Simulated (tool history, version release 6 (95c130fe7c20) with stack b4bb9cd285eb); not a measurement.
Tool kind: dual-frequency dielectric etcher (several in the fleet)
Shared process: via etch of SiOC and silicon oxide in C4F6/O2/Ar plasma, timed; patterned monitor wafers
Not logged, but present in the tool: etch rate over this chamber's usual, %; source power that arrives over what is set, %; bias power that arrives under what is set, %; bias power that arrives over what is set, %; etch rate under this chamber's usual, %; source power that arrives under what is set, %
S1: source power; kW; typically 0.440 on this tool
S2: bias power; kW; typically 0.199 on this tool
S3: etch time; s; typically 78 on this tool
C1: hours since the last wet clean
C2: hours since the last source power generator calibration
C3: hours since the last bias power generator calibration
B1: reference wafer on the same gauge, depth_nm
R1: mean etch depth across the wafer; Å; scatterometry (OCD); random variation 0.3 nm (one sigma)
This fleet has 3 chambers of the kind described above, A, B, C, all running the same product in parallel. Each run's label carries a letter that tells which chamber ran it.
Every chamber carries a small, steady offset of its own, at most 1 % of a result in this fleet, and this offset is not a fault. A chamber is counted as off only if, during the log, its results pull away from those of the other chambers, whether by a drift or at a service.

run 1B hour=10.1 | S1=0.440 S2=0.199 S3=78 | C1=174.9 C2=483.5 C3=1596.7 | B1=111.95 | R1=951.02
run 2C hour=23.4 | S1=0.440 S2=0.199 S3=78 | C1=325.9 C2=1543.5 C3=5477.1 | B1=112.00 | R1=936.05
run 3A hour=35.7 | S1=0.440 S2=0.199 S3=78 | C1=430.7 C2=1278.3 C3=739.0 | B1=111.99 | R1=949.96
run 4B hour=45.1 | S1=0.440 S2=0.199 S3=78 | C1=209.9 C2=518.5 C3=1631.7 | B1=111.97 | R1=953.56
run 5C hour=56.0 | S1=0.370 S2=0.199 S3=87 | C1=358.5 C2=1576.1 C3=5509.7 | B1=111.91 | R1=976.74
run 6A hour=68.7 | S1=0.370 S2=0.199 S3=87 | C1=463.7 C2=1311.3 C3=772.0 | B1=111.95 | R1=987.97
-- hour=73.1 chamber A: wet clean of the chamber
run 7C hour=80.7 | S1=0.370 S2=0.199 S3=87 | C1=383.2 C2=1600.8 C3=5534.4 | B1=112.01 | R1=979.84
run 8B hour=86.9 | S1=0.370 S2=0.166 S3=78 | C1=251.7 C2=560.3 C3=1673.5 | B1=112.07 | R1=844.38
-- hour=87.5 chamber C: bias power generator calibrated
-- hour=97.2 chamber C: source power generator calibrated
run 9A hour=99.1 | S1=0.370 S2=0.166 S3=78 | C1=26.0 C2=1341.7 C3=802.4 | B1=111.96 | R1=836.80
run 10A hour=112.6 | S1=0.370 S2=0.166 S3=78 | C1=39.5 C2=1355.2 C3=815.9 | B1=112.04 | R1=833.33
run 11C hour=120.7 | S1=0.440 S2=0.199 S3=78 | C1=423.2 C2=23.6 C3=33.2 | B1=112.05 | R1=931.68
run 12B hour=132.7 | S1=0.440 S2=0.199 S3=78 | C1=297.5 C2=606.1 C3=1719.3 | B1=112.04 | R1=960.06
run 13B hour=144.1 | S1=0.440 S2=0.199 S3=78 | C1=308.9 C2=617.5 C3=1730.7 | B1=112.02 | R1=956.20
run 14C hour=157.0 | S1=0.440 S2=0.199 S3=78 | C1=459.5 C2=59.9 C3=69.5 | B1=112.07 | R1=928.14
run 15A hour=170.7 | S1=0.440 S2=0.199 S3=78 | C1=97.6 C2=1413.3 C3=874.0 | B1=111.99 | R1=946.54
run 16B hour=177.8 | S1=0.440 S2=0.199 S3=78 | C1=342.6 C2=651.2 C3=1764.4 | B1=112.03 | R1=956.73
run 17C hour=185.6 | S1=0.440 S2=0.199 S3=78 | C1=488.1 C2=88.5 C3=98.1 | B1=112.03 | R1=925.45
run 18A hour=194.8 | S1=0.440 S2=0.199 S3=78 | C1=121.7 C2=1437.4 C3=898.1 | B1=112.00 | R1=943.29
run 19A hour=206.4 | S1=0.440 S2=0.199 S3=78 | C1=133.3 C2=1449.0 C3=909.7 | B1=112.12 | R1=943.79
run 20B hour=216.8 | S1=0.440 S2=0.199 S3=78 | C1=381.6 C2=690.2 C3=1803.4 | B1=111.97 | R1=953.38
run 21C hour=225.8 | S1=0.440 S2=0.199 S3=78 | C1=528.3 C2=128.7 C3=138.3 | B1=112.04 | R1=926.30
run 22A hour=237.6 | S1=0.440 S2=0.199 S3=78 | C1=164.5 C2=1480.2 C3=940.9 | B1=112.01 | R1=946.62
run 23B hour=248.1 | S1=0.440 S2=0.199 S3=78 | C1=412.9 C2=721.5 C3=1834.7 | B1=111.98 | R1=953.74
run 24C hour=254.5 | S1=0.440 S2=0.199 S3=78 | C1=557.0 C2=157.4 C3=167.0 | B1=112.00 | R1=925.09
run 25C hour=261.2 | S1=0.440 S2=0.199 S3=78 | C1=563.7 C2=164.1 C3=173.7 | B1=111.93 | R1=920.87
-- hour=265.4 chamber B: wet clean of the chamber
run 26B hour=273.5 | S1=0.440 S2=0.199 S3=78 | C1=8.1 C2=746.9 C3=1860.1 | B1=112.08 | R1=957.33
run 27A hour=283.2 | S1=0.540 S2=0.240 S3=78 | C1=210.1 C2=1525.8 C3=986.5 | B1=111.96 | R1=1091.80
run 28A hour=295.5 | S1=0.540 S2=0.240 S3=78 | C1=222.4 C2=1538.1 C3=998.8 | B1=112.10 | R1=1085.80
run 29B hour=304.2 | S1=0.540 S2=0.240 S3=78 | C1=38.8 C2=777.6 C3=1890.8 | B1=112.04 | R1=1105.20
run 30C hour=312.1 | S1=0.440 S2=0.199 S3=78 | C1=614.6 C2=215.0 C3=224.6 | B1=112.00 | R1=923.58
run 31A hour=318.2 | S1=0.440 S2=0.199 S3=78 | C1=245.1 C2=1560.8 C3=1021.5 | B1=111.97 | R1=947.71
run 32B hour=330.6 | S1=0.440 S2=0.199 S3=78 | C1=65.2 C2=804.0 C3=1917.2 | B1=112.01 | R1=952.89
run 33C hour=340.2 | S1=0.440 S2=0.199 S3=78 | C1=642.7 C2=243.1 C3=252.7 | B1=111.98 | R1=913.76
run 34B hour=351.7 | S1=0.440 S2=0.199 S3=78 | C1=86.3 C2=825.1 C3=1938.3 | B1=111.97 | R1=951.59
run 35C hour=361.2 | S1=0.440 S2=0.199 S3=78 | C1=663.7 C2=264.1 C3=273.7 | B1=111.97 | R1=914.32
run 36A hour=369.0 | S1=0.440 S2=0.199 S3=78 | C1=295.9 C2=1611.6 C3=1072.3 | B1=112.02 | R1=946.83
run 37A hour=381.2 | S1=0.440 S2=0.199 S3=78 | C1=308.1 C2=1623.8 C3=1084.5 | B1=112.05 | R1=939.64
run 38B hour=389.5 | S1=0.440 S2=0.175 S3=98 | C1=124.1 C2=862.9 C3=1976.1 | B1=111.99 | R1=1152.80
run 39C hour=395.9 | S1=0.440 S2=0.175 S3=98 | C1=698.4 C2=298.8 C3=308.4 | B1=111.98 | R1=1095.10
run 40B hour=402.5 | S1=0.440 S2=0.175 S3=98 | C1=137.1 C2=875.9 C3=1989.1 | B1=111.97 | R1=1156.80
run 41A hour=409.0 | S1=0.440 S2=0.199 S3=78 | C1=335.9 C2=1651.6 C3=1112.3 | B1=112.00 | R1=941.88
run 42C hour=415.7 | S1=0.440 S2=0.199 S3=78 | C1=718.2 C2=318.6 C3=328.2 | B1=111.93 | R1=915.74
run 43C hour=426.3 | S1=0.440 S2=0.219 S3=64 | C1=728.8 C2=329.2 C3=338.8 | B1=112.06 | R1=765.15

Predict what each chamber gives when all 3 of them run the settings below next.
run 44A hour=436.1 | S1=0.440 S2=0.199 S3=78 | R1=?
run 44B hour=436.1 | S1=0.440 S2=0.199 S3=78 | R1=?
run 44C hour=436.1 | S1=0.440 S2=0.199 S3=78 | R1=?

run=44A R1=944.46
run=44B R1=960.48
run=44C R1=908.15

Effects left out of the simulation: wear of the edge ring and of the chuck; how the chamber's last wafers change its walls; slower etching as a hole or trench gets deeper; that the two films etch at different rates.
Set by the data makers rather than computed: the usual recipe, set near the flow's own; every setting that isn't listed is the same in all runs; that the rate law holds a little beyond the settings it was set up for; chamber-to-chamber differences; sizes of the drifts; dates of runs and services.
